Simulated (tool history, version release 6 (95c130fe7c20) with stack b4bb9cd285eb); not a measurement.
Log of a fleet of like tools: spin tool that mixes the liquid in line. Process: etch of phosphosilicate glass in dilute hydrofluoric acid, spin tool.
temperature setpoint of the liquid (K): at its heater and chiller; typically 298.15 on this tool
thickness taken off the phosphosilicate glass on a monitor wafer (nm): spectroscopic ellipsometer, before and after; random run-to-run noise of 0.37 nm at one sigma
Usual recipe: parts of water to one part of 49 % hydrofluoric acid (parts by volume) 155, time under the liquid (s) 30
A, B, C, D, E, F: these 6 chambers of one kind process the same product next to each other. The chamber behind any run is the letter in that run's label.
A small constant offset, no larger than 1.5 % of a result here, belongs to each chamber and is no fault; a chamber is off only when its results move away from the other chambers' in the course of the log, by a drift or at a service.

run	hour	temperature setpoint of the liquid (K)	parts of water to one part of 49 % hydrofluoric acid (parts by volume)	time under the liquid (s)	read-back film thickness of the phosphosilicate glass reference wafer, read on the same gauge (nm)	thickness taken off the phosphosilicate glass on a monitor wafer (nm)
1B	4.8	298.15	155	30	89.992	38.702
# hour 8.9: chamber D: thermometer replaced
2D	9.0	298.15	155	30	89.994	37.139
3C	14.4	298.15	155	30	90.021	37.404
4E	18.2	298.15	155	30	90.000	38.431
5A	21.3	298.15	155	30	90.000	37.119
6F	26.9	298.15	155	30	89.999	37.498
7F	32.1	298.15	155	30	89.991	39.303
8E	35.6	298.15	155	30	90.010	38.029
9A	40.5	298.15	155	30	90.001	37.449
10D	44.6	298.15	155	30	90.018	37.993
11B	48.7	298.15	155	30	89.993	37.892
12C	52.8	298.15	155	30	89.996	37.514
13D	57.3	298.15	155	30	90.011	37.255
14C	61.6	298.15	155	30	89.989	37.397
15F	64.4	298.15	155	30	89.992	38.922
16E	67.7	298.15	155	30	90.009	37.206
17A	73.1	298.15	155	30	89.999	38.116
18B	76.5	298.15	155	40	90.015	49.886
19F	79.6	298.15	155	40	90.003	53.542
20B	84.0	298.15	155	40	90.007	50.340
21E	87.1	298.15	155	40	90.021	49.394
22C	90.7	298.15	155	40	90.001	49.296
23A	95.6	298.15	155	40	90.011	50.679
24D	99.2	298.15	155	30	89.978	38.327
25E	102.6	301.15	155	20	90.012	28.441
26B	107.3	301.15	155	20	89.988	28.184
27F	111.1	301.15	155	20	90.005	30.351
28D	115.9	301.15	155	20	90.013	28.570
29A	118.4	301.15	155	20	90.008	27.705
30C	121.7	301.15	155	20	90.001	28.396
31A	126.4	298.15	155	30	89.995	37.265
32D	131.1	298.15	155	30	90.001	38.536
33E	134.1	298.15	155	30	90.004	37.499
34B	137.2	298.15	125	30	89.994	48.632
35F	142.3	298.15	125	30	89.982	54.233
36C	146.2	298.15	125	30	89.990	48.624
37A	150.1	298.15	125	30	90.013	48.268
38E	153.0	298.15	125	30	90.004	49.274
39F	156.1	298.15	125	30	90.013	54.452
40B	161.6	298.15	155	30	89.997	37.469
41D	166.9	298.15	155	30	90.011	38.072
42C	169.6	298.15	155	30	90.000	38.311

Each of the 6 chambers runs these same settings next. Fill in every chamber's results:
43A	173.6	298.15	155	35		?
43B	173.6	298.15	155	35		?
43C	173.6	298.15	155	35		?
43D	173.6	298.15	155	35		?
43E	173.6	298.15	155	35		?
43F	173.6	298.15	155	35		?

run	thickness taken off the phosphosilicate glass on a monitor wafer (nm)
43A	44.208
43B	44.372
43C	43.467
43D	44.389
43E	44.081
43F	48.913

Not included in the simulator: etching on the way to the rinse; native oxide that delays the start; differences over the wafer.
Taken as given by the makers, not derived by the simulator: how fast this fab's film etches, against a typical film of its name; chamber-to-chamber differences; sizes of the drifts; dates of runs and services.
